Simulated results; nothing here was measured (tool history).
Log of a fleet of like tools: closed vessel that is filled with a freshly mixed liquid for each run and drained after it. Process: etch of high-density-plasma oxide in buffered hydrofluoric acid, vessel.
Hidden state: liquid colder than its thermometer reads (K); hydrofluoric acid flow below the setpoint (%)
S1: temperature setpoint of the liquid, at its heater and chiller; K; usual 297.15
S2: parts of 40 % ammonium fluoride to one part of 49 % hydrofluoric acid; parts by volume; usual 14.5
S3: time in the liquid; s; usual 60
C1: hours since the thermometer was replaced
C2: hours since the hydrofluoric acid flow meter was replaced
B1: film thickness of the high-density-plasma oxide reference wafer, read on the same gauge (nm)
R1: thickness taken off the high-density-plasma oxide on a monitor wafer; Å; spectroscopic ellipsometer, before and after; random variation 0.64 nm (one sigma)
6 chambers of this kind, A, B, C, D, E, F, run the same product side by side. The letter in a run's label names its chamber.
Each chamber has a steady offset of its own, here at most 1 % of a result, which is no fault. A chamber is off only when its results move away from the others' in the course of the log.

{"run": "1A", "hour": 8.2, "S1": 297.15, "S2": 14.5, "S3": 60, "C1": 2071.4, "C2": 782.6, "B1": 119.99, "R1": 728.66}
{"hour": 13.3, "done": "chamber C: thermometer replaced"}
{"run": "2B", "hour": 18.6, "S1": 297.15, "S2": 14.5, "S3": 60, "C1": 689.9, "C2": 1565.9, "B1": 120.0, "R1": 727.74}
{"run": "3F", "hour": 26.8, "S1": 297.15, "S2": 14.5, "S3": 60, "C1": 1613.9, "C2": 393.0, "B1": 120.02, "R1": 718.07}
{"run": "4C", "hour": 37.6, "S1": 297.15, "S2": 14.5, "S3": 60, "C1": 24.3, "C2": 1185.7, "B1": 120.01, "R1": 712.92}
{"run": "5D", "hour": 43.9, "S1": 297.15, "S2": 14.5, "S3": 60, "C1": 1593.6, "C2": 496.0, "B1": 120.04, "R1": 710.23}
{"run": "6E", "hour": 52.5, "S1": 297.15, "S2": 14.5, "S3": 60, "C1": 2565.0, "C2": 1033.8, "B1": 119.98, "R1": 725.66}
{"run": "7F", "hour": 63.3, "S1": 297.15, "S2": 14.5, "S3": 60, "C1": 1650.4, "C2": 429.5, "B1": 120.0, "R1": 701.6}
{"run": "8C", "hour": 70.2, "S1": 297.15, "S2": 12.5, "S3": 60, "C1": 56.9, "C2": 1218.3, "B1": 120.02, "R1": 839.79}
{"run": "9D", "hour": 75.8, "S1": 297.15, "S2": 12.5, "S3": 60, "C1": 1625.5, "C2": 527.9, "B1": 120.02, "R1": 825.9}
{"run": "10A", "hour": 86.7, "S1": 297.15, "S2": 12.5, "S3": 60, "C1": 2149.9, "C2": 861.1, "B1": 120.0, "R1": 838.81}
{"hour": 87.0, "done": "chamber F: thermometer replaced"}
{"run": "11B", "hour": 94.1, "S1": 297.15, "S2": 12.5, "S3": 60, "C1": 765.4, "C2": 1641.4, "B1": 120.0, "R1": 823.03}
{"run": "12E", "hour": 100.9, "S1": 297.15, "S2": 12.5, "S3": 60, "C1": 2613.4, "C2": 1082.2, "B1": 119.98, "R1": 830.24}
{"hour": 102.2, "done": "chamber B: hydrofluoric acid flow meter replaced"}
{"run": "13B", "hour": 108.9, "S1": 297.15, "S2": 12.5, "S3": 60, "C1": 780.2, "C2": 6.8, "B1": 119.98, "R1": 836.51}
{"run": "14D", "hour": 115.3, "S1": 297.15, "S2": 17.0, "S3": 60, "C1": 1665.0, "C2": 567.4, "B1": 119.96, "R1": 619.25}
{"run": "15A", "hour": 121.7, "S1": 297.15, "S2": 17.0, "S3": 60, "C1": 2184.9, "C2": 896.1, "B1": 120.02, "R1": 620.48}
{"run": "16C", "hour": 132.1, "S1": 297.15, "S2": 17.0, "S3": 60, "C1": 118.8, "C2": 1280.2, "B1": 119.97, "R1": 608.02}
{"run": "17F", "hour": 143.8, "S1": 297.15, "S2": 17.0, "S3": 60, "C1": 56.9, "C2": 510.0, "B1": 120.0, "R1": 610.21}
{"run": "18E", "hour": 150.6, "S1": 297.15, "S2": 17.0, "S3": 60, "C1": 2663.1, "C2": 1131.9, "B1": 120.01, "R1": 614.15}
{"run": "19E", "hour": 162.2, "S1": 297.15, "S2": 17.0, "S3": 60, "C1": 2674.7, "C2": 1143.5, "B1": 120.03, "R1": 618.69}
{"hour": 164.1, "done": "chamber A: thermometer replaced"}
{"hour": 165.7, "done": "chamber B: thermometer replaced"}
{"run": "20A", "hour": 169.6, "S1": 297.15, "S2": 14.5, "S3": 60, "C1": 5.5, "C2": 944.0, "B1": 120.0, "R1": 722.26}
{"run": "21B", "hour": 181.2, "S1": 297.15, "S2": 14.5, "S3": 60, "C1": 15.5, "C2": 79.1, "B1": 119.98, "R1": 722.4}
{"run": "22F", "hour": 192.6, "S1": 297.15, "S2": 14.5, "S3": 60, "C1": 105.7, "C2": 558.8, "B1": 120.0, "R1": 715.73}
{"run": "23D", "hour": 201.2, "S1": 297.15, "S2": 14.5, "S3": 75, "C1": 1750.9, "C2": 653.3, "B1": 120.0, "R1": 877.81}
{"run": "24C", "hour": 212.4, "S1": 297.15, "S2": 14.5, "S3": 75, "C1": 199.1, "C2": 1360.5, "B1": 120.03, "R1": 892.23}
{"run": "25C", "hour": 222.1, "S1": 297.15, "S2": 14.5, "S3": 75, "C1": 208.8, "C2": 1370.2, "B1": 119.97, "R1": 898.43}
{"run": "26A", "hour": 232.5, "S1": 297.15, "S2": 14.5, "S3": 75, "C1": 68.4, "C2": 1006.9, "B1": 119.98, "R1": 892.87}
{"run": "27B", "hour": 241.0, "S1": 297.15, "S2": 14.5, "S3": 75, "C1": 75.3, "C2": 138.9, "B1": 120.0, "R1": 897.64}
{"run": "28F", "hour": 250.5, "S1": 297.15, "S2": 14.5, "S3": 75, "C1": 163.6, "C2": 616.7, "B1": 119.99, "R1": 886.94}
{"run": "29D", "hour": 258.0, "S1": 293.65, "S2": 14.5, "S3": 35, "C1": 1807.7, "C2": 710.1, "B1": 120.01, "R1": 341.75}
{"run": "30E", "hour": 265.9, "S1": 293.65, "S2": 14.5, "S3": 35, "C1": 2778.4, "C2": 1247.2, "B1": 120.04, "R1": 328.3}
{"run": "31B", "hour": 271.4, "S1": 293.65, "S2": 14.5, "S3": 35, "C1": 105.7, "C2": 169.3, "B1": 119.98, "R1": 350.52}
{"run": "32F", "hour": 277.9, "S1": 293.65, "S2": 14.5, "S3": 35, "C1": 191.0, "C2": 644.1, "B1": 120.02, "R1": 341.98}
{"run": "33D", "hour": 283.7, "S1": 293.65, "S2": 14.5, "S3": 35, "C1": 1833.4, "C2": 735.8, "B1": 120.02, "R1": 350.96}
{"run": "34A", "hour": 293.3, "S1": 293.65, "S2": 14.5, "S3": 35, "C1": 129.2, "C2": 1067.7, "B1": 120.01, "R1": 339.41}
{"run": "35C", "hour": 305.3, "S1": 297.15, "S2": 14.5, "S3": 60, "C1": 292.0, "C2": 1453.4, "B1": 120.02, "R1": 713.97}
{"run": "36E", "hour": 315.4, "S1": 297.15, "S2": 14.5, "S3": 60, "C1": 2827.9, "C2": 1296.7, "B1": 120.0, "R1": 670.55}
{"run": "37E", "hour": 321.7, "S1": 297.15, "S2": 14.5, "S3": 60, "C1": 2834.2, "C2": 1303.0, "B1": 120.01, "R1": 658.3}
{"run": "38C", "hour": 333.6, "S1": 297.15, "S2": 14.5, "S3": 60, "C1": 320.3, "C2": 1481.7, "B1": 120.02, "R1": 718.82}
{"hour": 335.7, "done": "chamber D: thermometer replaced"}
{"run": "39A", "hour": 343.8, "S1": 297.15, "S2": 14.5, "S3": 60, "C1": 179.7, "C2": 1118.2, "B1": 120.04, "R1": 725.68}
{"run": "40D", "hour": 351.8, "S1": 297.15, "S2": 14.5, "S3": 60, "C1": 16.2, "C2": 803.9, "B1": 119.99, "R1": 713.54}
{"run": "41B", "hour": 361.2, "S1": 297.15, "S2": 14.5, "S3": 60, "C1": 195.5, "C2": 259.1, "B1": 119.95, "R1": 720.7}
{"run": "42F", "hour": 368.3, "S1": 297.15, "S2": 14.5, "S3": 60, "C1": 281.4, "C2": 734.5, "B1": 119.99, "R1": 714.26}
{"run": "43B", "hour": 377.5, "S1": 297.15, "S2": 14.5, "S3": 60, "C1": 211.8, "C2": 275.4, "B1": 119.99, "R1": 724.2}

What goes on in this fleet: one chamber off, a drifting gauge, or nothing beyond the chambers' own small offsets? Name the chamber and the cause, if any.

Chamber E drifts away from the others.
Cause: hydrofluoric acid flow below the setpoint (%) = 11.2.
The log may not tell that from: liquid colder than its thermometer reads (K).

Here are 4 candidates for chamber E's next run, each the usual settings with a change, their results left as question marks. Which one brings its results back in line with what the others give on the usual settings?
In line means no further than this from the other chambers' mean on the usual settings: R1 22.00 Å
{"run": "44E-1", "hour": 386.1, "S1": 297.15, "S2": 15.0, "S3": 60, "R1": "?"}
{"run": "44E-2", "hour": 386.1, "S1": 297.15, "S2": 14.0, "S3": 60, "R1": "?"}
{"run": "44E-3", "hour": 386.1, "S1": 295.15, "S2": 14.5, "S3": 60, "R1": "?"}
{"run": "44E-4", "hour": 386.1, "S1": 297.15, "S2": 14.0, "S3": 65, "R1": "?"}

The other chambers' mean on the usual settings: R1 715.59 Å
run=44E-1 R1=619.67
run=44E-2 R1=662.51
run=44E-3 R1=574.59
run=44E-4 R1=717.72
44E-4 brings the chamber back in line.

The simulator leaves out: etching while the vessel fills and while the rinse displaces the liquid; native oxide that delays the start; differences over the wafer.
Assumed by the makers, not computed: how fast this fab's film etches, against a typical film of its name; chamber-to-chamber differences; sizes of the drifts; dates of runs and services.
